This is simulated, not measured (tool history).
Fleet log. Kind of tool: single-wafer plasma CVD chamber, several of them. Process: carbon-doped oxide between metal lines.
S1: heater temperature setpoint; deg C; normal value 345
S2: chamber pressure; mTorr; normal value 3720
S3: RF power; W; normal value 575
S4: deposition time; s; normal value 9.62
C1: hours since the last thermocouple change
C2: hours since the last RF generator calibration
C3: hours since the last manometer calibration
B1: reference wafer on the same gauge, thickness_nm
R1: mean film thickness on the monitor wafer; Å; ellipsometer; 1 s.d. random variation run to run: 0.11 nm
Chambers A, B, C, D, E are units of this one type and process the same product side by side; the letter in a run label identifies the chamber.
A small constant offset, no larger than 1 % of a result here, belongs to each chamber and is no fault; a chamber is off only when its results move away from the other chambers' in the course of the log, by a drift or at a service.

| run | day | S1 | S2 | S3 | S4 | C1 | C2 | C3 | B1 | R1 |
|---|---|---|---|---|---|---|---|---|---|---|
| 1D | 0.342 | 345 | 3720 | 575 | 9.62 | 224.9 | 927.1 | 917.2 | 62.803 | 537.91 |
| 2A | 0.646 | 345 | 3720 | 575 | 9.62 | 537.5 | 742.9 | 1269.0 | 62.794 | 533.49 |
| 3E | 0.912 | 345 | 3720 | 575 | 9.62 | 2924.4 | 419.3 | 151.7 | 62.812 | 526.76 |
| 4C | 1.329 | 345 | 3720 | 575 | 9.62 | 1051.4 | 603.7 | 766.0 | 62.795 | 525.81 |
| 5B | 1.542 | 338 | 3720 | 515 | 9.62 | 2073.2 | 848.0 | 1274.0 | 62.782 | 509.59 |
| 6A | 1.750 | 338 | 3720 | 515 | 9.62 | 564.0 | 769.4 | 1295.5 | 62.833 | 510.06 |
| 7C | 2.029 | 338 | 3720 | 515 | 9.62 | 1068.2 | 620.5 | 782.8 | 62.781 | 503.20 |
| 8D | 2.267 | 338 | 3720 | 515 | 9.62 | 271.1 | 973.3 | 963.4 | 62.844 | 511.06 |
| 9E | 2.683 | 338 | 3720 | 515 | 9.62 | 2966.9 | 461.8 | 194.2 | 62.800 | 506.69 |
| 10B | 3.004 | 345 | 3720 | 575 | 9.62 | 2108.3 | 883.1 | 1309.1 | 62.758 | 534.30 |
| 11C | 3.358 | 345 | 3720 | 575 | 9.62 | 1100.1 | 652.4 | 814.7 | 62.807 | 525.17 |
| 12B | 3.696 | 345 | 3720 | 575 | 9.62 | 2124.9 | 899.7 | 1325.7 | 62.774 | 535.10 |
| 13E | 3.912 | 345 | 3720 | 575 | 9.62 | 2996.4 | 491.3 | 223.7 | 62.816 | 530.00 |
| 14D | 4.367 | 345 | 3720 | 575 | 9.62 | 321.5 | 1023.7 | 1013.8 | 62.814 | 534.77 |
|  | 4.554 | chamber E: thermocouple changed; heater temperature recalibrated |
| 15A | 4.717 | 345 | 3250 | 575 | 9.62 | 635.2 | 840.6 | 1366.7 | 62.773 | 526.88 |
| 16E | 5.150 | 345 | 3250 | 575 | 9.62 | 14.4 | 521.0 | 253.4 | 62.809 | 521.17 |
| 17C | 5.425 | 345 | 3250 | 575 | 9.62 | 1149.7 | 702.0 | 864.3 | 62.807 | 516.30 |
| 18A | 5.688 | 345 | 3250 | 575 | 9.62 | 658.5 | 863.9 | 1390.0 | 62.818 | 526.93 |
| 19B | 6.146 | 345 | 3250 | 575 | 9.62 | 2183.7 | 958.5 | 1384.5 | 62.755 | 526.33 |
| 20D | 6.529 | 345 | 3720 | 575 | 9.62 | 373.4 | 1075.6 | 1065.7 | 62.786 | 536.47 |
| 21A | 6.996 | 345 | 3720 | 575 | 9.62 | 689.9 | 895.3 | 1421.4 | 62.786 | 535.67 |
| 22B | 7.225 | 345 | 3720 | 575 | 9.62 | 2209.6 | 984.4 | 1410.4 | 62.815 | 533.66 |
| 23C | 7.546 | 345 | 3720 | 575 | 9.62 | 1200.6 | 752.9 | 915.2 | 62.796 | 519.61 |
|  | 7.721 | chamber A: capacitance manometer re-zeroed and calibrated |
| 24E | 7.842 | 345 | 3720 | 575 | 9.62 | 79.0 | 585.6 | 318.0 | 62.804 | 526.67 |
| 25D | 8.121 | 345 | 3720 | 575 | 9.62 | 411.6 | 1113.8 | 1103.9 | 62.826 | 536.36 |
| 26B | 8.475 | 345 | 3720 | 575 | 9.62 | 2239.6 | 1014.4 | 1440.4 | 62.804 | 535.07 |
| 27D | 8.908 | 345 | 3720 | 575 | 9.62 | 430.5 | 1132.7 | 1122.8 | 62.772 | 535.28 |
| 28E | 9.312 | 345 | 4220 | 650 | 9.62 | 114.3 | 620.9 | 353.3 | 62.817 | 580.91 |
| 29C | 9.696 | 345 | 4220 | 650 | 9.62 | 1252.2 | 804.5 | 966.8 | 62.837 | 566.23 |
| 30A | 10.154 | 345 | 4220 | 650 | 9.62 | 765.7 | 971.1 | 58.4 | 62.823 | 584.47 |

Each of the 5 chambers runs these same settings next. Fill in every chamber's results:
| 31A | 10.500 | 345 | 3720 | 575 | 9.62 |  |  |  |  | ? |
| 31B | 10.500 | 345 | 3720 | 575 | 9.62 |  |  |  |  | ? |
| 31C | 10.500 | 345 | 3720 | 575 | 9.62 |  |  |  |  | ? |
| 31D | 10.500 | 345 | 3720 | 575 | 9.62 |  |  |  |  | ? |
| 31E | 10.500 | 345 | 3720 | 575 | 9.62 |  |  |  |  | ? |

| run | R1 |
|---|---|
| 31A | 533.19 |
| 31B | 535.78 |
| 31C | 516.39 |
| 31D | 535.82 |
| 31E | 528.43 |

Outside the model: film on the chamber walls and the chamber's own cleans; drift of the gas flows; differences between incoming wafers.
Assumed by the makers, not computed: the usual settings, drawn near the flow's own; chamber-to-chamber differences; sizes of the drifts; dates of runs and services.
